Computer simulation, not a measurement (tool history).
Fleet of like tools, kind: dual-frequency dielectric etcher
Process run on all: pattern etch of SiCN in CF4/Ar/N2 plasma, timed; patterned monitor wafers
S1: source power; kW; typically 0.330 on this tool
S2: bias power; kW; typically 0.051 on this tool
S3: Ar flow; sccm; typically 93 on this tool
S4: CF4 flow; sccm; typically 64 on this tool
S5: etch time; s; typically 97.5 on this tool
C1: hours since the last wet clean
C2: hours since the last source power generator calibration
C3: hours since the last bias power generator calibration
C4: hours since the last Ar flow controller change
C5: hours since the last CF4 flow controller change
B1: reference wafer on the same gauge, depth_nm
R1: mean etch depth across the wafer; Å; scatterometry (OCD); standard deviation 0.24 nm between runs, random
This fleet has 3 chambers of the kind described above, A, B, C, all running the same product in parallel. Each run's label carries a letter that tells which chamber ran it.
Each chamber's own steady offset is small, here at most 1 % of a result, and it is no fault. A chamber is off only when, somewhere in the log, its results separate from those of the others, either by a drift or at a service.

run,hour,S1,S2,S3,S4,S5,C1,C2,C3,C4,C5,B1,R1
1C,8.7,0.330,0.051,93,64,97.5,309.5,2561.6,975.4,3066.8,2112.4,57.089,566.81
2A,14.6,0.330,0.051,93,64,97.5,20.0,1636.3,2421.4,1109.9,38.5,57.115,567.21
3B,20.2,0.330,0.051,93,64,97.5,240.1,660.1,1489.5,1103.7,1322.3,57.136,561.54
4A,26.2,0.330,0.051,93,64,97.5,31.6,1647.9,2433.0,1121.5,50.1,57.102,560.55
5C,36.8,0.330,0.051,93,64,97.5,337.6,2589.7,1003.5,3094.9,2140.5,57.124,567.84
6B,48.7,0.330,0.051,93,64,97.5,268.6,688.6,1518.0,1132.2,1350.8,57.130,562.95
7A,54.5,0.330,0.051,93,64,97.5,59.9,1676.2,2461.3,1149.8,78.4,57.081,561.63
8C,62.8,0.330,0.051,93,64,97.5,363.6,2615.7,1029.5,3120.9,2166.5,57.167,568.54
9B,71.6,0.330,0.051,93,64,97.5,291.5,711.5,1540.9,1155.1,1373.7,57.035,564.15
10A,82.7,0.330,0.051,93,64,97.5,88.1,1704.4,2489.5,1178.0,106.6,57.138,564.86
11B,88.5,0.330,0.051,93,64,97.5,308.4,728.4,1557.8,1172.0,1390.6,57.095,562.39
12C,95.4,0.330,0.051,93,64,97.5,396.2,2648.3,1062.1,3153.5,2199.1,57.134,565.90
13B,104.5,0.330,0.051,93,64,97.5,324.4,744.4,1573.8,1188.0,1406.6,57.117,564.44
14A,110.3,0.330,0.051,93,64,97.5,115.7,1732.0,2517.1,1205.6,134.2,57.135,565.17
15C,116.9,0.330,0.051,93,64,97.5,417.7,2669.8,1083.6,3175.0,2220.6,57.146,564.84
# hour 125.6: chamber C: wet clean of the chamber
16C,125.6,0.330,0.051,93,64,97.5,0.0,2678.5,1092.3,3183.7,2229.3,57.095,564.65
17B,133.7,0.330,0.051,93,64,97.5,353.6,773.6,1603.0,1217.2,1435.8,57.108,566.65
18A,140.8,0.330,0.051,93,64,97.5,146.2,1762.5,2547.6,1236.1,164.7,57.088,565.55
19A,151.6,0.330,0.051,93,64,97.5,157.0,1773.3,2558.4,1246.9,175.5,57.154,565.83
20C,161.2,0.330,0.051,93,64,97.5,35.6,2714.1,1127.9,3219.3,2264.9,57.112,567.39
21B,171.0,0.330,0.051,93,64,97.5,390.9,810.9,1640.3,1254.5,1473.1,57.112,563.34
22A,179.2,0.330,0.051,93,64,97.5,184.6,1800.9,2586.0,1274.5,203.1,57.146,564.36
23B,188.2,0.330,0.051,93,64,97.5,408.1,828.1,1657.5,1271.7,1490.3,57.045,564.78
24C,197.8,0.330,0.051,93,64,97.5,72.2,2750.7,1164.5,3255.9,2301.5,57.076,564.84
25A,209.5,0.390,0.051,93,64,97.5,214.9,1831.2,2616.3,1304.8,233.4,57.079,657.63
26C,215.6,0.390,0.051,93,64,97.5,90.0,2768.5,1182.3,3273.7,2319.3,57.071,657.76
27B,225.8,0.390,0.051,93,64,97.5,445.7,865.7,1695.1,1309.3,1527.9,57.187,653.26
28B,236.1,0.330,0.051,93,64,97.5,456.0,876.0,1705.4,1319.6,1538.2,57.054,562.68
29C,243.7,0.330,0.051,93,64,97.5,118.1,2796.6,1210.4,3301.8,2347.4,57.106,570.37
30A,252.8,0.330,0.051,93,64,97.5,258.2,1874.5,2659.6,1348.1,276.7,57.070,567.52
31A,262.3,0.330,0.051,93,64,97.5,267.7,1884.0,2669.1,1357.6,286.2,57.096,562.58
32C,273.8,0.330,0.051,93,64,97.5,148.2,2826.7,1240.5,3331.9,2377.5,57.079,569.27
33B,285.7,0.330,0.051,93,64,97.5,505.6,925.6,1755.0,1369.2,1587.8,57.100,563.38
# hour 287.5: chamber B: wet clean of the chamber
34B,293.2,0.330,0.051,93,64,97.5,5.7,933.1,1762.5,1376.7,1595.3,57.057,564.32
35A,304.1,0.330,0.051,93,64,97.5,309.5,1925.8,2710.9,1399.4,328.0,57.038,563.80

Has any chamber moved away from the others, gradually or after a service, or does the common gauge drift, or do the chambers differ only by their own small steady offsets? State the chamber and the most likely cause if one applies.

Neither any chamber nor the gauge drifts; the chambers differ only by their own small, steady offsets.

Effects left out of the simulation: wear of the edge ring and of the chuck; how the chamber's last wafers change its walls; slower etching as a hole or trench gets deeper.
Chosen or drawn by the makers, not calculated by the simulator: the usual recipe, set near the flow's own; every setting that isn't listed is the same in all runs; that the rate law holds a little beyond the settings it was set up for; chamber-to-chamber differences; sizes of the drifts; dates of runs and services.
